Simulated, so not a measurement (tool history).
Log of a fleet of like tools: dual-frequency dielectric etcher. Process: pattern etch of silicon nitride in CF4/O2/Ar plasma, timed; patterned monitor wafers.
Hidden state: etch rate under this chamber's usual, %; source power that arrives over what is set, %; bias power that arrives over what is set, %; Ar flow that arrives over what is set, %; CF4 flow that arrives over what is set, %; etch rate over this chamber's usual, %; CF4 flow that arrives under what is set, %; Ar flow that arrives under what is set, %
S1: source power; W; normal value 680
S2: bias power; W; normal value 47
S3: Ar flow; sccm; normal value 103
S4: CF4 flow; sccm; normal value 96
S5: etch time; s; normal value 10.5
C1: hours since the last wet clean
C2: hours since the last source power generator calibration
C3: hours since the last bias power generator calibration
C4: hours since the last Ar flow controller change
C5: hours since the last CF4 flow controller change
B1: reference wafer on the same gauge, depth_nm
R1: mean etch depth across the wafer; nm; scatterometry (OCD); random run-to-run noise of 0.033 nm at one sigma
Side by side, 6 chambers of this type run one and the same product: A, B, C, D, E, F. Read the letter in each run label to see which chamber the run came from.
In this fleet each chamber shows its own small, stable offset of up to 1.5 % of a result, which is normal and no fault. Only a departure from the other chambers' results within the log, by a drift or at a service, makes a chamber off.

run 1D hour=2.8 | S1=680 S2=47 S3=103 S4=96 S5=10.5 | C1=160.9 C2=219.3 C3=1369.3 C4=1312.1 C5=986.9 | B1=23.698 | R1=24.958
run 2C hour=7.6 | S1=680 S2=47 S3=103 S4=96 S5=10.5 | C1=35.8 C2=2645.4 C3=2547.6 C4=155.2 C5=1962.9 | B1=23.693 | R1=25.001
-- hour=13.3 chamber A: bias power generator calibrated
run 3E hour=13.4 | S1=680 S2=47 S3=103 S4=96 S5=10.5 | C1=237.9 C2=2284.2 C3=999.1 C4=2825.9 C5=632.4 | B1=23.694 | R1=25.311
run 4A hour=16.3 | S1=680 S2=47 S3=103 S4=96 S5=10.5 | C1=345.4 C2=3046.8 C3=3.1 C4=682.3 C5=2155.8 | B1=23.687 | R1=25.451
run 5B hour=20.8 | S1=680 S2=47 S3=103 S4=96 S5=10.5 | C1=258.4 C2=226.2 C3=1259.2 C4=605.6 C5=1481 | B1=23.69 | R1=25.157
run 6F hour=23.6 | S1=680 S2=47 S3=103 S4=96 S5=10.5 | C1=57.5 C2=489.5 C3=34.3 C4=2891.9 C5=1264 | B1=23.684 | R1=25.53
run 7A hour=29.5 | S1=680 S2=47 S3=125 S4=96 S5=13 | C1=358.6 C2=3060 C3=16.3 C4=695.5 C5=2169 | B1=23.677 | R1=30.71
run 8F hour=35.4 | S1=680 S2=47 S3=125 S4=96 S5=13 | C1=69.3 C2=501.3 C3=46.1 C4=2903.7 C5=1275.8 | B1=23.679 | R1=30.737
run 9D hour=40.3 | S1=680 S2=47 S3=125 S4=96 S5=13 | C1=198.4 C2=256.8 C3=1406.8 C4=1349.6 C5=1024.4 | B1=23.664 | R1=30.197
run 10B hour=44.6 | S1=680 S2=47 S3=125 S4=96 S5=13 | C1=282.2 C2=250 C3=1283 C4=629.4 C5=1504.8 | B1=23.668 | R1=30.382
run 11C hour=49.5 | S1=680 S2=47 S3=125 S4=96 S5=13 | C1=77.7 C2=2687.3 C3=2589.5 C4=197.1 C5=2004.8 | B1=23.673 | R1=30.079
run 12E hour=53.8 | S1=680 S2=47 S3=125 S4=96 S5=13 | C1=278.3 C2=2324.6 C3=1039.5 C4=2866.3 C5=672.8 | B1=23.668 | R1=30.519
run 13F hour=59.5 | S1=680 S2=47 S3=94 S4=96 S5=12.5 | C1=93.4 C2=525.4 C3=70.2 C4=2927.8 C5=1299.9 | B1=23.662 | R1=30.764
run 14C hour=63.3 | S1=680 S2=47 S3=94 S4=96 S5=12.5 | C1=91.5 C2=2701.1 C3=2603.3 C4=210.9 C5=2018.6 | B1=23.656 | R1=30.081
-- hour=68.2 chamber A: wet clean of the chamber
run 15D hour=69 | S1=680 S2=47 S3=94 S4=96 S5=12.5 | C1=227.1 C2=285.5 C3=1435.5 C4=1378.3 C5=1053.1 | B1=23.658 | R1=30.062
run 16E hour=74.1 | S1=680 S2=47 S3=94 S4=96 S5=12.5 | C1=298.6 C2=2344.9 C3=1059.8 C4=2886.6 C5=693.1 | B1=23.657 | R1=30.386
run 17B hour=76.8 | S1=680 S2=47 S3=94 S4=96 S5=12.5 | C1=314.4 C2=282.2 C3=1315.2 C4=661.6 C5=1537 | B1=23.651 | R1=30.335
run 18A hour=82.3 | S1=680 S2=47 S3=94 S4=96 S5=12.5 | C1=14.1 C2=3112.8 C3=69.1 C4=748.3 C5=2221.8 | B1=23.653 | R1=30.583
run 19D hour=87 | S1=680 S2=47 S3=103 S4=96 S5=10.5 | C1=245.1 C2=303.5 C3=1453.5 C4=1396.3 C5=1071.1 | B1=23.639 | R1=24.958
run 20C hour=92.8 | S1=680 S2=47 S3=103 S4=96 S5=10.5 | C1=121 C2=2730.6 C3=2632.8 C4=240.4 C5=2048.1 | B1=23.645 | R1=24.969
run 21A hour=95.4 | S1=680 S2=47 S3=103 S4=96 S5=10.5 | C1=27.2 C2=3125.9 C3=82.2 C4=761.4 C5=2234.9 | B1=23.638 | R1=25.401
run 22E hour=101.4 | S1=680 S2=47 S3=103 S4=96 S5=10.5 | C1=325.9 C2=2372.2 C3=1087.1 C4=2913.9 C5=720.4 | B1=23.629 | R1=25.23
run 23F hour=105.2 | S1=680 S2=47 S3=103 S4=96 S5=10.5 | C1=139.1 C2=571.1 C3=115.9 C4=2973.5 C5=1345.6 | B1=23.633 | R1=25.46
-- hour=107.7 chamber E: source power generator calibrated
run 24B hour=109.7 | S1=680 S2=47 S3=103 S4=96 S5=10.5 | C1=347.3 C2=315.1 C3=1348.1 C4=694.5 C5=1569.9 | B1=23.625 | R1=25.208
run 25A hour=114.9 | S1=680 S2=47 S3=103 S4=96 S5=8 | C1=46.7 C2=3145.4 C3=101.7 C4=780.9 C5=2254.4 | B1=23.624 | R1=19.321
run 26B hour=118.3 | S1=680 S2=47 S3=103 S4=96 S5=8 | C1=355.9 C2=323.7 C3=1356.7 C4=703.1 C5=1578.5 | B1=23.622 | R1=19.119
run 27F hour=124.1 | S1=680 S2=47 S3=103 S4=96 S5=8 | C1=158 C2=590 C3=134.8 C4=2992.4 C5=1364.5 | B1=23.613 | R1=19.376
run 28E hour=128.7 | S1=680 S2=47 S3=103 S4=96 S5=8 | C1=353.2 C2=21.1 C3=1114.4 C4=2941.2 C5=747.7 | B1=23.612 | R1=19.202
run 29C hour=133.8 | S1=680 S2=47 S3=103 S4=96 S5=8 | C1=162 C2=2771.6 C3=2673.8 C4=281.4 C5=2089.1 | B1=23.608 | R1=18.96
run 30D hour=136.9 | S1=680 S2=47 S3=103 S4=96 S5=8 | C1=295 C2=353.4 C3=1503.4 C4=1446.2 C5=1121 | B1=23.602 | R1=18.973
run 31C hour=141.6 | S1=680 S2=47 S3=103 S4=96 S5=10.5 | C1=169.8 C2=2779.4 C3=2681.6 C4=289.2 C5=2096.9 | B1=23.613 | R1=24.845
run 32E hour=146.2 | S1=680 S2=47 S3=103 S4=96 S5=10.5 | C1=370.7 C2=38.6 C3=1131.9 C4=2958.7 C5=765.2 | B1=23.599 | R1=25.192
run 33D hour=151.7 | S1=680 S2=47 S3=103 S4=96 S5=10.5 | C1=309.8 C2=368.2 C3=1518.2 C4=1461 C5=1135.8 | B1=23.595 | R1=24.961
run 34A hour=157.1 | S1=680 S2=47 S3=103 S4=96 S5=10.5 | C1=88.9 C2=3187.6 C3=143.9 C4=823.1 C5=2296.6 | B1=23.601 | R1=25.331
run 35F hour=160.7 | S1=680 S2=47 S3=103 S4=96 S5=10.5 | C1=194.6 C2=626.6 C3=171.4 C4=3029 C5=1401.1 | B1=23.588 | R1=25.482
-- hour=164.3 chamber E: wet clean of the chamber
run 36B hour=164.9 | S1=530 S2=47 S3=119 S4=96 S5=10.5 | C1=402.5 C2=370.3 C3=1403.3 C4=749.7 C5=1625.1 | B1=23.586 | R1=19.812
run 37C hour=170.9 | S1=530 S2=47 S3=119 S4=96 S5=10.5 | C1=199.1 C2=2808.7 C3=2710.9 C4=318.5 C5=2126.2 | B1=23.587 | R1=19.602
run 38E hour=176.1 | S1=530 S2=47 S3=119 S4=96 S5=10.5 | C1=11.9 C2=68.5 C3=1161.8 C4=2988.6 C5=795.1 | B1=23.581 | R1=19.811
run 39F hour=179 | S1=530 S2=47 S3=119 S4=96 S5=10.5 | C1=212.9 C2=644.9 C3=189.7 C4=3047.3 C5=1419.4 | B1=23.577 | R1=19.974
run 40D hour=181.7 | S1=530 S2=47 S3=119 S4=96 S5=10.5 | C1=339.8 C2=398.2 C3=1548.2 C4=1491 C5=1165.8 | B1=23.585 | R1=19.618

What goes on in this fleet: one chamber off, a drifting gauge, or nothing beyond the chambers' own small offsets? Name the chamber and the cause, if any.

No chamber is off; the gauge reading every chamber's wafers drifts, which makes the whole fleet appear to move together.
Most likely cause: gauge reads low (%) = 0.534.
